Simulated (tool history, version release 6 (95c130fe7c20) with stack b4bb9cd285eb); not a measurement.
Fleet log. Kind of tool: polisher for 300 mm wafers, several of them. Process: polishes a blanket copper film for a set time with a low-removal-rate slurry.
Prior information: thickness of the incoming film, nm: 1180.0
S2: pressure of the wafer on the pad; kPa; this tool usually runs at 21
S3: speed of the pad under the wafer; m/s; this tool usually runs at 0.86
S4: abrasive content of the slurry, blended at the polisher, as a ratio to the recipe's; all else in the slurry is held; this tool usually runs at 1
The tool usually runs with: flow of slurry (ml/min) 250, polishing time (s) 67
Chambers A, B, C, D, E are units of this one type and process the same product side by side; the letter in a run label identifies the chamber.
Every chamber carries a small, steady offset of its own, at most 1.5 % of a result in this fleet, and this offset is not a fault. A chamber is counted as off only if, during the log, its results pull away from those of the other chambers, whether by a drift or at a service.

At hour 0.6: chamber D: slurry nozzle cleaned.
At hour 7.4: chamber C: worn pad replaced by a new one.
Run 1E, hour 8.4: usual settings. Result: film removed (nm) 150.34.
Run 2C, hour 15.4: usual settings. Result: film removed (nm) 151.39.
Run 3B, hour 25.5: usual settings. Result: film removed (nm) 148.48.
Run 4D, hour 30.5: usual settings. Result: film removed (nm) 148.59.
Run 5A, hour 36.5: usual settings. Result: film removed (nm) 150.36.
At hour 39.5: chamber E: worn pad replaced by a new one.
Run 6A, hour 46.8: usual settings. Result: film removed (nm) 149.28.
At hour 47: chamber D: slurry blender recalibrated.
At hour 50.1: chamber D: worn pad replaced by a new one.
At hour 51.7: chamber B: worn pad replaced by a new one.
Run 7E, hour 52.2: usual settings. Result: film removed (nm) 150.22.
Run 8D, hour 57.3: usual settings. Result: film removed (nm) 147.7.
Run 9C, hour 63.4: usual settings. Result: film removed (nm) 149.18.
At hour 74.3: chamber E: slurry blender recalibrated.
Run 10B, hour 74.7: usual settings. Result: film removed (nm) 149.71.
Run 11A, hour 80.8: usual settings. Result: film removed (nm) 146.59.
At hour 88.5: chamber C: worn pad replaced by a new one.
Run 12C, hour 92.1: usual settings. Result: film removed (nm) 149.39.
Run 13E, hour 103.2: usual settings. Result: film removed (nm) 150.14.
Run 14D, hour 110.5: usual settings but S3 1.06 m/s. Result: film removed (nm) 184.76.
Run 15B, hour 117.1: usual settings but S3 1.06 m/s. Result: film removed (nm) 182.22.
At hour 122.7: chamber A: slurry blender recalibrated.
Run 16B, hour 124.1: usual settings but S3 1.06 m/s. Result: film removed (nm) 182.39.
At hour 126.6: chamber E: worn pad replaced by a new one.
Run 17A, hour 132.1: usual settings but S3 1.06 m/s. Result: film removed (nm) 181.
Run 18E, hour 142.4: usual settings but S3 1.06 m/s. Result: film removed (nm) 183.99.
At hour 143.2: chamber A: slurry nozzle cleaned.
At hour 146: chamber C: slurry nozzle cleaned.
Run 19C, hour 150.4: usual settings. Result: film removed (nm) 151.57.
At hour 159: chamber D: worn pad replaced by a new one.
Run 20D, hour 159.6: usual settings but S3 0.66 m/s. Result: film removed (nm) 115.64.
Run 21D, hour 169.1: usual settings but S3 0.66 m/s. Result: film removed (nm) 114.04.
Run 22B, hour 174: usual settings but S3 0.66 m/s. Result: film removed (nm) 112.56.
Run 23A, hour 179.3: usual settings but S3 0.66 m/s. Result: film removed (nm) 110.55.
At hour 181.2: chamber C: worn pad replaced by a new one.
Run 24E, hour 186.8: usual settings but S3 0.66 m/s. Result: film removed (nm) 115.69.
At hour 188.6: chamber A: head pressure recalibrated.
Run 25C, hour 193.2: usual settings. Result: film removed (nm) 150.69.
At hour 193.4: chamber E: worn pad replaced by a new one.
Run 26A, hour 203: usual settings. Result: film removed (nm) 141.19.
Run 27E, hour 212.2: usual settings. Result: film removed (nm) 150.62.
At hour 219.3: chamber B: slurry nozzle cleaned.
Run 28C, hour 223.3: usual settings. Result: film removed (nm) 149.28.
At hour 231.4: chamber B: worn pad replaced by a new one.
Run 29B, hour 231.7: usual settings. Result: film removed (nm) 150.51.
Run 30D, hour 242.5: usual settings. Result: film removed (nm) 147.33.
At hour 251.1: chamber B: slurry blender recalibrated.
Run 31C, hour 252.3: usual settings. Result: film removed (nm) 151.12.
Run 32D, hour 260: usual settings but flow of slurry (ml/min) 330, S3 0.74 m/s. Result: film removed (nm) 129.54.
At hour 265.2: chamber A: slurry blender recalibrated.
Run 33A, hour 269.2: usual settings but flow of slurry (ml/min) 330, S3 0.74 m/s. Result: film removed (nm) 122.19.
At hour 272.9: chamber D: slurry blender recalibrated.
At hour 273.4: chamber D: worn pad replaced by a new one.
At hour 274.1: chamber E: worn pad replaced by a new one.
At hour 277.6: chamber C: worn pad replaced by a new one.
Run 34E, hour 279.6: usual settings but flow of slurry (ml/min) 330, S3 0.74 m/s. Result: film removed (nm) 131.88.
Run 35B, hour 287.4: usual settings but flow of slurry (ml/min) 330, S3 0.74 m/s. Result: film removed (nm) 132.07.
Run 36E, hour 296.1: usual settings but flow of slurry (ml/min) 330, S3 0.74 m/s. Result: film removed (nm) 132.19.
Run 37B, hour 306.3: usual settings. Result: film removed (nm) 150.4.
At hour 313.1: chamber D: head pressure recalibrated.
Run 38D, hour 314.2: usual settings but S3 0.68 m/s. Result: film removed (nm) 118.25.
Run 39A, hour 323.3: usual settings but S3 0.68 m/s. Result: film removed (nm) 105.51.
Run 40C, hour 333.1: usual settings but S3 0.68 m/s. Result: film removed (nm) 118.3.
At hour 335.9: chamber E: slurry nozzle cleaned.
Run 41B, hour 338.1: usual settings but S3 0.68 m/s. Result: film removed (nm) 117.58.
Run 42E, hour 344.9: usual settings but S3 0.68 m/s. Result: film removed (nm) 118.57.

Next, all 5 chambers run the settings below, one line each with question marks for the results. What does each chamber give?
Run 43A, hour 353.1: usual settings but S3 1.14 m/s. Result: film removed (nm) ?.
Run 43B, hour 353.1: usual settings but S3 1.14 m/s. Result: film removed (nm) ?.
Run 43C, hour 353.1: usual settings but S3 1.14 m/s. Result: film removed (nm) ?.
Run 43D, hour 353.1: usual settings but S3 1.14 m/s. Result: film removed (nm) ?.
Run 43E, hour 353.1: usual settings but S3 1.14 m/s. Result: film removed (nm) ?.

run  film removed (nm)
43A             180.74
43B             196.96
43C             201.04
43D             195.05
43E             195.33

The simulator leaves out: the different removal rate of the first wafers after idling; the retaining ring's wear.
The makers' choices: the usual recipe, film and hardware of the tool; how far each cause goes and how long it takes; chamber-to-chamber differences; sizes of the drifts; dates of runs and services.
